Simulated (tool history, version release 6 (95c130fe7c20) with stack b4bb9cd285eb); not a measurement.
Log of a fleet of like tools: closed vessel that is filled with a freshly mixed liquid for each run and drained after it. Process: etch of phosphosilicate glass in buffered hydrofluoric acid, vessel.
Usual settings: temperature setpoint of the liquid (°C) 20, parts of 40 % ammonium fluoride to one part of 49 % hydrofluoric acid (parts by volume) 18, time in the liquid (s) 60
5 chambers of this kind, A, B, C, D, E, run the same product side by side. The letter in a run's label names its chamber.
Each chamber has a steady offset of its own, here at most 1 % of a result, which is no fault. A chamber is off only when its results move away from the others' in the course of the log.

run,hour,temperature setpoint of the liquid (°C),parts of 40 % ammonium fluoride to one part of 49 % hydrofluoric acid (parts by volume),time in the liquid (s),"read-back film thickness of the phosphosilicate glass reference wafer, read on the same gauge (nm)",thickness taken off the phosphosilicate glass on a monitor wafer (angstrom)
1D,4.4,20,18,60,100.02,1237
2E,12.2,20,18,60,100,1225.7
3B,20.2,20,18,60,100.02,1211.5
4C,25.8,20,18,60,100.01,1225.6
5A,32.3,20,18,60,100,1204.3
6E,41.3,20,18,60,99.982,1234.5
7A,47.6,20,18,60,100.02,1219.5
8B,56.4,20,18,60,99.995,1222.3
9D,64.7,20,18,60,100.01,1239.3
10C,72.4,20,18,60,99.952,1216.6
11A,79.5,20,18,60,100.03,1220.1
12D,84.3,20,18,60,100.03,1237.7
# hour 85.9: chamber A: hydrofluoric acid flow meter replaced
13B,89.2,20,11.5,60,100.04,1903.7
14E,95.9,20,11.5,60,99.984,1892.7
15C,102.2,20,11.5,60,99.988,1906.6
16D,108.4,20,11.5,60,100.01,1890.5
17C,113.9,20,11.5,60,99.999,1928.6
18A,121.1,20,18,60,100,1219.9
19B,128.9,20,14.5,60,100,1513.4
20E,138.5,20,14.5,60,99.998,1517.5
21B,142.8,20,14.5,60,100.01,1508.5
22E,152.6,20,14.5,60,100.03,1515.2
23D,158.3,20,14.5,60,100.04,1525.8
24C,166.1,20,18,60,100.02,1186
25A,174.1,17,20.5,60,100.01,916.63
26A,181.7,17,20.5,60,99.965,910.98
27E,188.2,17,20.5,60,99.994,916.98
28D,193.2,17,20.5,60,99.98,908.86
29C,199.6,17,20.5,60,100.01,880.7
30B,204.8,20,18,60,99.98,1217.8
31C,212.2,20,18,60,100.03,1173.3
32E,219.6,20,18,60,99.998,1228.9
33B,226.9,20,18,60,100.02,1223.9
34D,235.5,20,18,60,99.981,1226.1

Is one chamber off against the others, does the gauge drift, or is nothing wrong? If a chamber is off, say which, and what the likeliest cause is.

Chamber C drifts away from the others.
Cause: hydrofluoric acid flow below the setpoint (%) = 6.59.
The log may not tell that from: liquid colder than its thermometer reads (K).

Here are 4 candidates for chamber C's next run, each the usual settings with a change, their results left as question marks. Which one brings its results back in line with what the others give on the usual settings?
In line means no further than this from the other chambers' mean on the usual settings: thickness taken off the phosphosilicate glass on a monitor wafer (angstrom) 25
35C-1,242.5,19,18,60,,?
35C-2,242.5,20.5,17.5,60,,?
35C-3,242.5,20,16,60,,?
35C-4,242.5,20,21,60,,?

The other chambers' mean on the usual settings: thickness taken off the phosphosilicate glass on a monitor wafer (angstrom) 1223
run,thickness taken off the phosphosilicate glass on a monitor wafer (angstrom)
35C-1,1090.4
35C-2,1218.7
35C-3,1296.6
35C-4,1024.1
35C-2 brings the chamber back in line.
